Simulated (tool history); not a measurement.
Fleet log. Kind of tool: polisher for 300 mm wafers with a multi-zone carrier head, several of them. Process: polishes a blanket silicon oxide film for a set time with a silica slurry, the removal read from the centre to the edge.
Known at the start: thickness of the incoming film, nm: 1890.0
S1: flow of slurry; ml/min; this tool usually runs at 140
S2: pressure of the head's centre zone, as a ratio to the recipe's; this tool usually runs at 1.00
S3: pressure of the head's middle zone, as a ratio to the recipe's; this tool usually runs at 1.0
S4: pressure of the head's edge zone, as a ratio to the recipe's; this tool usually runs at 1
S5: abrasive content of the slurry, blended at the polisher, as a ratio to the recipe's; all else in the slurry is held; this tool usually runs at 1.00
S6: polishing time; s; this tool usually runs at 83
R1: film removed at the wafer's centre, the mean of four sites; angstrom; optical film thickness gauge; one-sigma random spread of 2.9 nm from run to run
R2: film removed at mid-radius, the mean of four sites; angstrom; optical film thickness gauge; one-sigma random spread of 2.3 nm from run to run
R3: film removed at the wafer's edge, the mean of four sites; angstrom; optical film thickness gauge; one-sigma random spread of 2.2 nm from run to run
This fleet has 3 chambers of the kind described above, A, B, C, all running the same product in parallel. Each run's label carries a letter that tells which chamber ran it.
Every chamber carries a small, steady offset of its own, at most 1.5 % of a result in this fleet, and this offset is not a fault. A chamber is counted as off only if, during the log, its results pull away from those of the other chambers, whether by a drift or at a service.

| run | day | S1 | S2 | S3 | S4 | S5 | S6 | R1 | R2 | R3 |
|---|---|---|---|---|---|---|---|---|---|---|
|  | 0.075 | chamber B: worn pad replaced by a new one |
| 1A | 0.129 | 140 | 1.00 | 1.0 | 1 | 1.00 | 83 | 2960.2 | 2895.3 | 2957.9 |
| 2B | 0.262 | 140 | 1.00 | 1.0 | 1 | 1.00 | 83 | 2962.6 | 2894.8 | 2913.7 |
| 3C | 0.442 | 140 | 1.00 | 1.0 | 1 | 1.00 | 83 | 2880.6 | 2868.8 | 2912.3 |
| 4C | 0.575 | 140 | 1.00 | 1.0 | 1 | 1.00 | 83 | 2906.7 | 2874.6 | 2907.3 |
| 5A | 0.846 | 140 | 1.00 | 1.0 | 1 | 1.00 | 83 | 2923.2 | 2876.9 | 2910.2 |
| 6B | 1.067 | 140 | 1.00 | 1.1 | 1 | 1.00 | 73 | 2546.3 | 2768.9 | 2548.7 |
| 7C | 1.283 | 140 | 1.00 | 1.1 | 1 | 1.00 | 73 | 2504.6 | 2736.9 | 2505.9 |
|  | 1.388 | chamber A: worn pad replaced by a new one |
| 8B | 1.550 | 140 | 1.00 | 1.1 | 1 | 1.00 | 73 | 2556.2 | 2801.8 | 2561.7 |
|  | 1.612 | chamber C: worn pad replaced by a new one |
| 9A | 1.808 | 95 | 1.04 | 1.0 | 1 | 1.00 | 83 | 2762.9 | 2646.7 | 2737.3 |
| 10B | 1.992 | 95 | 1.04 | 1.0 | 1 | 1.00 | 83 | 2720.8 | 2626.6 | 2678.3 |
| 11A | 2.133 | 95 | 1.04 | 1.0 | 1 | 1.00 | 83 | 2751.0 | 2618.3 | 2764.0 |
| 12C | 2.362 | 140 | 1.00 | 1.0 | 1 | 1.00 | 83 | 2856.6 | 2878.7 | 2870.5 |
|  | 2.575 | chamber B: worn pad replaced by a new one |
| 13B | 2.642 | 140 | 1.00 | 1.0 | 1 | 1.00 | 83 | 2883.3 | 2909.9 | 2898.3 |
| 14C | 2.808 | 140 | 1.00 | 1.0 | 1 | 1.00 | 83 | 2851.3 | 2844.3 | 2910.0 |
| 15A | 2.992 | 140 | 1.00 | 1.0 | 1 | 1.00 | 83 | 2963.5 | 2902.9 | 2961.3 |
| 16C | 3.217 | 140 | 1.00 | 1.0 | 1 | 1.00 | 83 | 2866.1 | 2871.6 | 2888.4 |
| 17A | 3.379 | 140 | 1.00 | 1.0 | 1 | 1.00 | 83 | 2970.7 | 2901.4 | 2948.6 |
| 18B | 3.612 | 140 | 1.00 | 1.0 | 1 | 1.00 | 83 | 2915.4 | 2894.6 | 2901.1 |
| 19C | 3.746 | 140 | 1.00 | 1.0 | 1 | 1.00 | 83 | 2886.2 | 2864.2 | 2871.0 |
| 20A | 3.942 | 140 | 1.00 | 1.0 | 1 | 1.00 | 83 | 2902.7 | 2888.6 | 2914.1 |
|  | 4.067 | chamber A: worn pad replaced by a new one |
|  | 4.100 | chamber C: slurry nozzle cleaned |
| 21B | 4.212 | 140 | 1.00 | 1.0 | 1 | 1.00 | 83 | 2839.1 | 2903.3 | 2922.9 |
| 22B | 4.404 | 140 | 1.00 | 1.0 | 1 | 1.00 | 83 | 2922.5 | 2883.4 | 2869.5 |
| 23C | 4.554 | 140 | 1.00 | 1.0 | 1 | 1.00 | 83 | 2888.4 | 2855.0 | 2880.3 |
|  | 4.738 | chamber C: worn pad replaced by a new one |
| 24A | 4.771 | 100 | 1.00 | 1.0 | 1 | 0.85 | 83 | 2467.7 | 2505.4 | 2592.9 |
| 25B | 5.054 | 100 | 1.00 | 1.0 | 1 | 0.85 | 83 | 2426.5 | 2503.8 | 2505.9 |
|  | 5.112 | chamber B: worn pad replaced by a new one |
| 26A | 5.221 | 100 | 1.00 | 1.0 | 1 | 0.85 | 83 | 2466.2 | 2463.1 | 2586.4 |
| 27C | 5.475 | 140 | 1.00 | 1.0 | 1 | 1.00 | 83 | 2910.2 | 2860.4 | 2872.7 |
| 28A | 5.725 | 140 | 1.00 | 1.0 | 1 | 1.00 | 83 | 2936.4 | 2933.5 | 2931.3 |
| 29C | 5.904 | 140 | 1.00 | 1.0 | 1 | 1.00 | 83 | 2917.6 | 2835.4 | 2886.3 |
| 30B | 6.096 | 140 | 1.00 | 1.0 | 1 | 1.00 | 83 | 2909.4 | 2931.9 | 2894.1 |
|  | 6.242 | chamber A: worn pad replaced by a new one |
| 31B | 6.288 | 140 | 1.00 | 1.0 | 1 | 1.00 | 83 | 2963.3 | 2916.5 | 2912.3 |
| 32A | 6.450 | 140 | 1.00 | 1.0 | 1 | 1.00 | 83 | 2957.8 | 2869.6 | 2925.6 |

Next, all 3 chambers run the settings below, one line each with question marks for the results. What does each chamber give?
| 33A | 6.654 | 140 | 1.00 | 1.0 | 1 | 1.10 | 83 | ? | ? | ? |
| 33B | 6.654 | 140 | 1.00 | 1.0 | 1 | 1.10 | 83 | ? | ? | ? |
| 33C | 6.654 | 140 | 1.00 | 1.0 | 1 | 1.10 | 83 | ? | ? | ? |

| run | R1 | R2 | R3 |
|---|---|---|---|
| 33A | 3010.3 | 3014.1 | 3074.3 |
| 33B | 3012.8 | 3025.1 | 2986.5 |
| 33C | 3026.4 | 3004.2 | 3014.1 |

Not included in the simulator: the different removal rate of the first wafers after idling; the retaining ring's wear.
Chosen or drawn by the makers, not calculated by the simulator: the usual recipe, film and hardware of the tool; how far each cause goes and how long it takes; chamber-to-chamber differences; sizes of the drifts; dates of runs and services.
